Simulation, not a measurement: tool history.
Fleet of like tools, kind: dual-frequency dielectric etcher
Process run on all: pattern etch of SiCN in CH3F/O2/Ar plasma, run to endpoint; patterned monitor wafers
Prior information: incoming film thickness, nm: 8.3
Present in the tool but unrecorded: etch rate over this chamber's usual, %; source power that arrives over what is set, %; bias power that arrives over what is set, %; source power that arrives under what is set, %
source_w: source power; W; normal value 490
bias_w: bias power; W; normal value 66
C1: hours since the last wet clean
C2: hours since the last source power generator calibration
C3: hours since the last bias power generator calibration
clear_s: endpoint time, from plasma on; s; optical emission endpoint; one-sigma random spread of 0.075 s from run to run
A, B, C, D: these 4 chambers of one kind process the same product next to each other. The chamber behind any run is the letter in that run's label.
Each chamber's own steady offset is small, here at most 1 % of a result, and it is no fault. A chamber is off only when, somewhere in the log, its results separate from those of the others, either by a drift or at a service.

run 1C day=0.317 | source_w=490 bias_w=66 | C1=124.0 C2=4476.6 C3=1635.9 | clear_s=21.202
run 2D day=0.704 | source_w=490 bias_w=66 | C1=145.0 C2=1047.4 C3=1050.7 | clear_s=21.091
run 3A day=1.162 | source_w=490 bias_w=66 | C1=60.0 C2=4818.6 C3=1801.3 | clear_s=21.172
run 4B day=1.775 | source_w=490 bias_w=66 | C1=46.1 C2=4068.7 C3=1538.3 | clear_s=20.863
run 5C day=2.179 | source_w=490 bias_w=66 | C1=168.7 C2=4521.3 C3=1680.6 | clear_s=21.192
run 6A day=2.775 | source_w=490 bias_w=66 | C1=98.7 C2=4857.3 C3=1840.0 | clear_s=21.198
run 7B day=3.267 | source_w=490 bias_w=66 | C1=81.9 C2=4104.5 C3=1574.1 | clear_s=20.979
run 8D day=3.888 | source_w=550 bias_w=66 | C1=221.4 C2=1123.8 C3=1127.1 | clear_s=20.118
run 9A day=4.525 | source_w=550 bias_w=66 | C1=140.7 C2=4899.3 C3=1882.0 | clear_s=20.268
run 10C day=5.025 | source_w=550 bias_w=66 | C1=237.0 C2=4589.6 C3=1748.9 | clear_s=20.185
run 11D day=5.538 | source_w=550 bias_w=66 | C1=261.0 C2=1163.4 C3=1166.7 | clear_s=19.996
run 12B day=5.838 | source_w=490 bias_w=66 | C1=143.6 C2=4166.2 C3=1635.8 | clear_s=20.991
run 13A day=6.400 | source_w=490 bias_w=66 | C1=185.7 C2=4944.3 C3=1927.0 | clear_s=21.130
run 14C day=6.767 | source_w=490 bias_w=66 | C1=278.8 C2=4631.4 C3=1790.7 | clear_s=21.285
-- day=6.829 chamber C: bias power generator calibrated
run 15B day=7.138 | source_w=490 bias_w=66 | C1=174.8 C2=4197.4 C3=1667.0 | clear_s=20.987
run 16D day=7.479 | source_w=580 bias_w=53 | C1=307.6 C2=1210.0 C3=1213.3 | clear_s=20.928
run 17A day=7.838 | source_w=580 bias_w=53 | C1=220.2 C2=4978.8 C3=1961.5 | clear_s=21.411
run 18C day=8.296 | source_w=580 bias_w=53 | C1=315.5 C2=4668.1 C3=35.2 | clear_s=21.441
run 19D day=8.900 | source_w=580 bias_w=53 | C1=341.7 C2=1244.1 C3=1247.4 | clear_s=20.855
run 20B day=9.558 | source_w=490 bias_w=66 | C1=232.9 C2=4255.5 C3=1725.1 | clear_s=21.022
run 21C day=10.004 | source_w=490 bias_w=66 | C1=356.5 C2=4709.1 C3=76.2 | clear_s=21.112
run 22B day=10.600 | source_w=490 bias_w=66 | C1=257.9 C2=4280.5 C3=1750.1 | clear_s=20.847
run 23A day=11.125 | source_w=490 bias_w=66 | C1=299.1 C2=5057.7 C3=2040.4 | clear_s=21.142
run 24D day=11.800 | source_w=490 bias_w=66 | C1=411.3 C2=1313.7 C3=1317.0 | clear_s=20.540
run 25A day=12.446 | source_w=490 bias_w=66 | C1=330.8 C2=5089.4 C3=2072.1 | clear_s=21.077
-- day=12.717 chamber C: source power generator calibrated
run 26D day=12.754 | source_w=490 bias_w=66 | C1=434.2 C2=1336.6 C3=1339.9 | clear_s=20.411
run 27B day=13.325 | source_w=490 bias_w=66 | C1=323.3 C2=4345.9 C3=1815.5 | clear_s=20.829
run 28C day=13.733 | source_w=550 bias_w=66 | C1=446.0 C2=24.5 C3=165.7 | clear_s=20.313
run 29D day=14.125 | source_w=550 bias_w=66 | C1=467.1 C2=1369.5 C3=1372.8 | clear_s=19.568
run 30A day=14.458 | source_w=550 bias_w=66 | C1=379.1 C2=5137.7 C3=2120.4 | clear_s=20.185
run 31C day=14.821 | source_w=550 bias_w=66 | C1=472.1 C2=50.6 C3=191.8 | clear_s=20.305
run 32B day=15.204 | source_w=490 bias_w=66 | C1=368.4 C2=4391.0 C3=1860.6 | clear_s=20.860
-- day=15.512 chamber C: wet clean of the chamber
run 33B day=15.833 | source_w=490 bias_w=60 | C1=383.5 C2=4406.1 C3=1875.7 | clear_s=21.608
run 34A day=16.279 | source_w=490 bias_w=60 | C1=422.8 C2=5181.4 C3=2164.1 | clear_s=21.946
run 35C day=16.933 | source_w=490 bias_w=60 | C1=34.2 C2=101.3 C3=242.5 | clear_s=21.994
run 36D day=17.525 | source_w=490 bias_w=60 | C1=548.7 C2=1451.1 C3=1454.4 | clear_s=21.062
run 37B day=18.121 | source_w=490 bias_w=66 | C1=438.4 C2=4461.0 C3=1930.6 | clear_s=20.941
run 38D day=18.558 | source_w=580 bias_w=53 | C1=573.5 C2=1475.9 C3=1479.2 | clear_s=20.312
run 39A day=19.204 | source_w=580 bias_w=53 | C1=493.0 C2=5251.6 C3=2234.3 | clear_s=21.419

Next, every chamber runs the same settings. What will each give?
run 40A day=19.692 | source_w=490 bias_w=66 | clear_s=?
run 40B day=19.692 | source_w=490 bias_w=66 | clear_s=?
run 40C day=19.692 | source_w=490 bias_w=66 | clear_s=?
run 40D day=19.692 | source_w=490 bias_w=66 | clear_s=?

run=40A clear_s=21.275
run=40B clear_s=20.877
run=40C clear_s=21.272
run=40D clear_s=20.154
